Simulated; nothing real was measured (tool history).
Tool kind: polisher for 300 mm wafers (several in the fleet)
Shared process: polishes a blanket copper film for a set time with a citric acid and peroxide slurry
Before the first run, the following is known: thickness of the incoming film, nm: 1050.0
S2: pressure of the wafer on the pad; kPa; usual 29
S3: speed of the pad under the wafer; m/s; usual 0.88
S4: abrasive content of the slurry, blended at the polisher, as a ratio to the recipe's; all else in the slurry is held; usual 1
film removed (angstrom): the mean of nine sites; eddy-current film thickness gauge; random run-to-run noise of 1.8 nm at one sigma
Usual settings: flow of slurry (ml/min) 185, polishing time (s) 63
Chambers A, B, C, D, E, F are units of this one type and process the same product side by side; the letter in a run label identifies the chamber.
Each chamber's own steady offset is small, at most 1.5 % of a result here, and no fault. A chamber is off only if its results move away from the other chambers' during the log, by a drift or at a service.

-- day=0.133 chamber C: slurry blender recalibrated
run 1D day=0.317 | flow_of_slurry_(ml/min)=185 S2=29 S3=0.88 S4=1 polishing_time_(s)=63 | film_removed_(angstrom)=1926
-- day=0.462 chamber A: slurry nozzle cleaned
-- day=0.5 chamber A: slurry blender recalibrated
run 2B day=0.571 | flow_of_slurry_(ml/min)=185 S2=29 S3=0.88 S4=1 polishing_time_(s)=63 | film_removed_(angstrom)=1909.3
-- day=0.7 chamber C: worn pad replaced by a new one
-- day=0.729 chamber D: worn pad replaced by a new one
run 3A day=0.767 | flow_of_slurry_(ml/min)=185 S2=29 S3=0.88 S4=1 polishing_time_(s)=63 | film_removed_(angstrom)=1924.3
-- day=0.858 chamber E: slurry blender recalibrated
run 4F day=1 | flow_of_slurry_(ml/min)=185 S2=29 S3=0.88 S4=1 polishing_time_(s)=63 | film_removed_(angstrom)=1911.5
-- day=1.221 chamber E: worn pad replaced by a new one
run 5E day=1.367 | flow_of_slurry_(ml/min)=185 S2=29 S3=0.88 S4=1 polishing_time_(s)=63 | film_removed_(angstrom)=1906.2
run 6C day=1.583 | flow_of_slurry_(ml/min)=185 S2=29 S3=0.88 S4=1 polishing_time_(s)=63 | film_removed_(angstrom)=1910.4
-- day=1.592 chamber A: worn pad replaced by a new one
-- day=1.838 chamber B: head pressure recalibrated
-- day=1.967 chamber F: worn pad replaced by a new one
run 7D day=1.971 | flow_of_slurry_(ml/min)=185 S2=24.1 S3=0.88 S4=1 polishing_time_(s)=63 | film_removed_(angstrom)=1611.6
run 8C day=2.175 | flow_of_slurry_(ml/min)=185 S2=24.1 S3=0.88 S4=1 polishing_time_(s)=63 | film_removed_(angstrom)=1610.5
-- day=2.396 chamber E: slurry nozzle cleaned
run 9F day=2.508 | flow_of_slurry_(ml/min)=185 S2=24.1 S3=0.88 S4=1 polishing_time_(s)=63 | film_removed_(angstrom)=1593.1
-- day=2.742 chamber D: worn pad replaced by a new one
run 10B day=2.85 | flow_of_slurry_(ml/min)=185 S2=24.1 S3=0.88 S4=1 polishing_time_(s)=63 | film_removed_(angstrom)=1591
-- day=3.071 chamber F: head pressure recalibrated
-- day=3.129 chamber F: slurry blender recalibrated
run 11E day=3.204 | flow_of_slurry_(ml/min)=185 S2=24.1 S3=0.88 S4=1 polishing_time_(s)=63 | film_removed_(angstrom)=1581.4
run 12A day=3.492 | flow_of_slurry_(ml/min)=185 S2=24.1 S3=0.88 S4=1 polishing_time_(s)=63 | film_removed_(angstrom)=1627.9
run 13D day=3.662 | flow_of_slurry_(ml/min)=185 S2=29 S3=0.88 S4=1 polishing_time_(s)=63 | film_removed_(angstrom)=1911.5
-- day=3.921 chamber C: worn pad replaced by a new one
run 14C day=3.992 | flow_of_slurry_(ml/min)=185 S2=29 S3=0.88 S4=1 polishing_time_(s)=63 | film_removed_(angstrom)=1899.8
run 15F day=4.279 | flow_of_slurry_(ml/min)=185 S2=29 S3=0.88 S4=1 polishing_time_(s)=63 | film_removed_(angstrom)=1917.1
-- day=4.483 chamber A: worn pad replaced by a new one
run 16A day=4.583 | flow_of_slurry_(ml/min)=185 S2=29 S3=0.88 S4=1 polishing_time_(s)=63 | film_removed_(angstrom)=1935.5
-- day=4.642 chamber C: head pressure recalibrated
run 17B day=4.804 | flow_of_slurry_(ml/min)=185 S2=29 S3=0.88 S4=1 polishing_time_(s)=63 | film_removed_(angstrom)=1891.5
-- day=4.858 chamber C: slurry nozzle cleaned
-- day=4.938 chamber D: worn pad replaced by a new one
run 18E day=5.046 | flow_of_slurry_(ml/min)=185 S2=29 S3=0.88 S4=1 polishing_time_(s)=63 | film_removed_(angstrom)=1945.7
-- day=5.317 chamber E: head pressure recalibrated
run 19D day=5.321 | flow_of_slurry_(ml/min)=185 S2=33.1 S3=0.88 S4=1 polishing_time_(s)=53 | film_removed_(angstrom)=1858.3
run 20B day=5.604 | flow_of_slurry_(ml/min)=185 S2=33.1 S3=0.88 S4=1 polishing_time_(s)=53 | film_removed_(angstrom)=1793.6
run 21E day=5.842 | flow_of_slurry_(ml/min)=185 S2=33.1 S3=0.88 S4=1 polishing_time_(s)=53 | film_removed_(angstrom)=1803.9
run 22A day=6.083 | flow_of_slurry_(ml/min)=185 S2=33.1 S3=0.88 S4=1 polishing_time_(s)=53 | film_removed_(angstrom)=1827.9
-- day=6.358 chamber E: worn pad replaced by a new one
run 23F day=6.371 | flow_of_slurry_(ml/min)=185 S2=33.1 S3=0.88 S4=1 polishing_time_(s)=53 | film_removed_(angstrom)=1797.8
-- day=6.562 chamber C: worn pad replaced by a new one
run 24C day=6.667 | flow_of_slurry_(ml/min)=185 S2=33.1 S3=0.88 S4=1 polishing_time_(s)=53 | film_removed_(angstrom)=1848
-- day=6.708 chamber F: worn pad replaced by a new one
-- day=6.729 chamber A: slurry blender recalibrated
-- day=6.996 chamber D: worn pad replaced by a new one
run 25F day=7.058 | flow_of_slurry_(ml/min)=185 S2=29 S3=0.88 S4=1 polishing_time_(s)=63 | film_removed_(angstrom)=1913.6
-- day=7.296 chamber D: slurry nozzle cleaned
run 26E day=7.3 | flow_of_slurry_(ml/min)=185 S2=29 S3=0.88 S4=1 polishing_time_(s)=63 | film_removed_(angstrom)=1889.5
-- day=7.388 chamber A: worn pad replaced by a new one
-- day=7.596 chamber B: slurry blender recalibrated
-- day=7.617 chamber D: slurry blender recalibrated
run 27B day=7.679 | flow_of_slurry_(ml/min)=185 S2=29 S3=0.88 S4=1 polishing_time_(s)=63 | film_removed_(angstrom)=1842.8
run 28D day=7.888 | flow_of_slurry_(ml/min)=185 S2=29 S3=0.88 S4=1 polishing_time_(s)=63 | film_removed_(angstrom)=1926.2
run 29C day=8.2 | flow_of_slurry_(ml/min)=185 S2=29 S3=0.88 S4=1 polishing_time_(s)=63 | film_removed_(angstrom)=1906.6
run 30A day=8.479 | flow_of_slurry_(ml/min)=185 S2=29 S3=0.78 S4=1 polishing_time_(s)=63 | film_removed_(angstrom)=1720.6
run 31E day=8.821 | flow_of_slurry_(ml/min)=185 S2=29 S3=0.78 S4=1 polishing_time_(s)=63 | film_removed_(angstrom)=1717.2
run 32C day=9.029 | flow_of_slurry_(ml/min)=185 S2=29 S3=0.78 S4=1 polishing_time_(s)=63 | film_removed_(angstrom)=1709.2
run 33F day=9.229 | flow_of_slurry_(ml/min)=185 S2=29 S3=0.78 S4=1 polishing_time_(s)=63 | film_removed_(angstrom)=1728.4
-- day=9.333 chamber D: worn pad replaced by a new one
run 34B day=9.446 | flow_of_slurry_(ml/min)=185 S2=29 S3=0.78 S4=1 polishing_time_(s)=63 | film_removed_(angstrom)=1591.7
run 35D day=9.7 | flow_of_slurry_(ml/min)=185 S2=29 S3=0.78 S4=1 polishing_time_(s)=63 | film_removed_(angstrom)=1676
-- day=9.862 chamber F: slurry nozzle cleaned
run 36A day=9.95 | flow_of_slurry_(ml/min)=185 S2=29 S3=0.88 S4=1 polishing_time_(s)=63 | film_removed_(angstrom)=1920.5
run 37A day=10.204 | flow_of_slurry_(ml/min)=185 S2=29 S3=0.88 S4=1 polishing_time_(s)=63 | film_removed_(angstrom)=1951.6
run 38F day=10.471 | flow_of_slurry_(ml/min)=185 S2=29 S3=0.88 S4=1 polishing_time_(s)=63 | film_removed_(angstrom)=1890.4

One chamber off, gauge drift, or nothing amiss beyond the chambers' own small offsets? If it is a chamber, which one, and what is the likeliest cause?

It is chamber B that slowly wanders off from its peers.
What lies behind it: removal rate lost through wear of the pad, % = 7.21.
The log may not separate it from: slurry flow missing at the pad, %; head's pressure below its setpoint, %.

Below are 4 candidate recipes for chamber B's next run, each the usual settings with a change, their results shown as question marks. Which of them brings B's results back in line with what the other chambers give on the usual settings?
In line means no further than this from the other chambers' mean on the usual settings: film removed (angstrom) 63
run 39B-1 day=10.754 | flow_of_slurry_(ml/min)=170 S2=29 S3=0.88 S4=1 polishing_time_(s)=63 | film_removed_(angstrom)=?
run 39B-2 day=10.754 | flow_of_slurry_(ml/min)=185 S2=29 S3=0.88 S4=1 polishing_time_(s)=67 | film_removed_(angstrom)=?
run 39B-3 day=10.754 | flow_of_slurry_(ml/min)=200 S2=29 S3=0.88 S4=1 polishing_time_(s)=63 | film_removed_(angstrom)=?
run 39B-4 day=10.754 | flow_of_slurry_(ml/min)=185 S2=29 S3=0.84 S4=1 polishing_time_(s)=61 | film_removed_(angstrom)=?

Average result of the remaining chambers running the usual settings: film removed (angstrom) 1915.5
run=39B-1 film_removed_(angstrom)=1770.9
run=39B-2 film_removed_(angstrom)=1906.8
run=39B-3 film_removed_(angstrom)=1812
run=39B-4 film_removed_(angstrom)=1659.6
39B-2 puts the chamber back in line with the other chambers.

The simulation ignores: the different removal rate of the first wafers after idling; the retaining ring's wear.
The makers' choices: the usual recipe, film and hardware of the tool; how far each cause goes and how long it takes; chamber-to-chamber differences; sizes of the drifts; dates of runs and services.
